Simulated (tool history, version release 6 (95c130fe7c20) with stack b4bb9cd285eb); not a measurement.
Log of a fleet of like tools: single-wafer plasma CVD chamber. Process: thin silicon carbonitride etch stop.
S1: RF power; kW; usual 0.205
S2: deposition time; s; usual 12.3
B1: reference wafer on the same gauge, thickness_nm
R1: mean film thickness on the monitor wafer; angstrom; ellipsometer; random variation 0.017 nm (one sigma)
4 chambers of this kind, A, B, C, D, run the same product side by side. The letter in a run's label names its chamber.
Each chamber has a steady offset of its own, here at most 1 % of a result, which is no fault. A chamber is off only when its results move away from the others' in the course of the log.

{"run": "1C", "hour": 7.3, "S1": 0.205, "S2": 12.3, "B1": 5.6778, "R1": 70.741}
{"run": "2B", "hour": 14.0, "S1": 0.205, "S2": 12.3, "B1": 5.6833, "R1": 71.082}
{"run": "3D", "hour": 21.7, "S1": 0.205, "S2": 12.3, "B1": 5.6828, "R1": 70.136}
{"run": "4A", "hour": 29.6, "S1": 0.205, "S2": 12.3, "B1": 5.6805, "R1": 71.056}
{"run": "5D", "hour": 35.2, "S1": 0.205, "S2": 12.3, "B1": 5.6835, "R1": 69.948}
{"run": "6C", "hour": 42.8, "S1": 0.205, "S2": 12.3, "B1": 5.6811, "R1": 70.879}
{"hour": 47.8, "done": "chamber D: thermocouple changed; heater temperature recalibrated"}
{"run": "7A", "hour": 51.5, "S1": 0.205, "S2": 12.3, "B1": 5.6778, "R1": 71.304}
{"run": "8B", "hour": 58.6, "S1": 0.205, "S2": 12.3, "B1": 5.6793, "R1": 71.188}
{"run": "9C", "hour": 70.6, "S1": 0.205, "S2": 12.3, "B1": 5.677, "R1": 70.966}
{"run": "10D", "hour": 82.5, "S1": 0.205, "S2": 12.3, "B1": 5.6801, "R1": 70.332}
{"run": "11A", "hour": 88.7, "S1": 0.205, "S2": 12.3, "B1": 5.6783, "R1": 71.242}
{"run": "12B", "hour": 100.0, "S1": 0.205, "S2": 12.3, "B1": 5.6806, "R1": 71.038}
{"run": "13B", "hour": 107.0, "S1": 0.205, "S2": 12.3, "B1": 5.6795, "R1": 71.06}
{"run": "14C", "hour": 112.2, "S1": 0.205, "S2": 12.3, "B1": 5.6852, "R1": 70.967}
{"run": "15D", "hour": 118.8, "S1": 0.205, "S2": 12.3, "B1": 5.6783, "R1": 70.135}
{"run": "16A", "hour": 128.1, "S1": 0.205, "S2": 12.3, "B1": 5.6807, "R1": 71.174}
{"run": "17C", "hour": 135.5, "S1": 0.23, "S2": 11.3, "B1": 5.6833, "R1": 67.401}
{"run": "18A", "hour": 146.3, "S1": 0.23, "S2": 11.3, "B1": 5.6835, "R1": 67.726}
{"run": "19D", "hour": 153.4, "S1": 0.23, "S2": 11.3, "B1": 5.6804, "R1": 66.748}
{"run": "20B", "hour": 159.8, "S1": 0.23, "S2": 11.3, "B1": 5.6771, "R1": 67.295}
{"run": "21C", "hour": 169.5, "S1": 0.19, "S2": 11.4, "B1": 5.6756, "R1": 64.103}
{"run": "22D", "hour": 175.5, "S1": 0.19, "S2": 11.4, "B1": 5.6776, "R1": 63.46}
{"run": "23B", "hour": 183.5, "S1": 0.19, "S2": 11.4, "B1": 5.6818, "R1": 64.344}
{"run": "24A", "hour": 193.6, "S1": 0.19, "S2": 11.4, "B1": 5.6812, "R1": 64.454}
{"run": "25D", "hour": 201.0, "S1": 0.205, "S2": 12.3, "B1": 5.6806, "R1": 70.103}
{"run": "26A", "hour": 206.5, "S1": 0.205, "S2": 12.3, "B1": 5.6808, "R1": 71.268}
{"run": "27B", "hour": 212.0, "S1": 0.205, "S2": 12.3, "B1": 5.6801, "R1": 71.055}
{"run": "28C", "hour": 219.9, "S1": 0.205, "S2": 12.3, "B1": 5.6817, "R1": 70.722}
{"run": "29B", "hour": 229.1, "S1": 0.205, "S2": 12.3, "B1": 5.6801, "R1": 70.834}
{"run": "30A", "hour": 239.5, "S1": 0.205, "S2": 12.3, "B1": 5.6761, "R1": 70.931}
{"run": "31C", "hour": 250.6, "S1": 0.205, "S2": 12.3, "B1": 5.6838, "R1": 70.65}
{"run": "32D", "hour": 256.1, "S1": 0.205, "S2": 12.3, "B1": 5.6803, "R1": 70.42}
{"run": "33C", "hour": 263.9, "S1": 0.205, "S2": 12.3, "B1": 5.678, "R1": 70.789}
{"run": "34A", "hour": 271.9, "S1": 0.205, "S2": 12.3, "B1": 5.6792, "R1": 71.103}
{"hour": 272.7, "done": "chamber B: thermocouple changed; heater temperature recalibrated"}
{"run": "35D", "hour": 277.5, "S1": 0.205, "S2": 12.3, "B1": 5.6836, "R1": 70.177}
{"run": "36B", "hour": 283.8, "S1": 0.205, "S2": 12.3, "B1": 5.6846, "R1": 71.215}
{"run": "37B", "hour": 291.9, "S1": 0.205, "S2": 12.3, "B1": 5.6817, "R1": 71.116}
{"run": "38A", "hour": 299.5, "S1": 0.205, "S2": 12.3, "B1": 5.6794, "R1": 71.075}
{"run": "39D", "hour": 305.9, "S1": 0.205, "S2": 12.3, "B1": 5.6793, "R1": 70.326}
{"run": "40C", "hour": 314.3, "S1": 0.205, "S2": 12.3, "B1": 5.6794, "R1": 70.959}
{"run": "41B", "hour": 325.4, "S1": 0.205, "S2": 12.3, "B1": 5.6772, "R1": 71.189}
{"run": "42D", "hour": 331.7, "S1": 0.205, "S2": 11.5, "B1": 5.6796, "R1": 65.313}
{"run": "43C", "hour": 341.1, "S1": 0.205, "S2": 11.5, "B1": 5.6758, "R1": 66.255}
{"run": "44A", "hour": 347.8, "S1": 0.205, "S2": 11.5, "B1": 5.6819, "R1": 66.62}

Is one chamber off against the others, does the gauge drift, or is nothing wrong? If a chamber is off, say which, and what the likeliest cause is.

No chamber stands off beyond its own small offset, and the gauge holds steady.
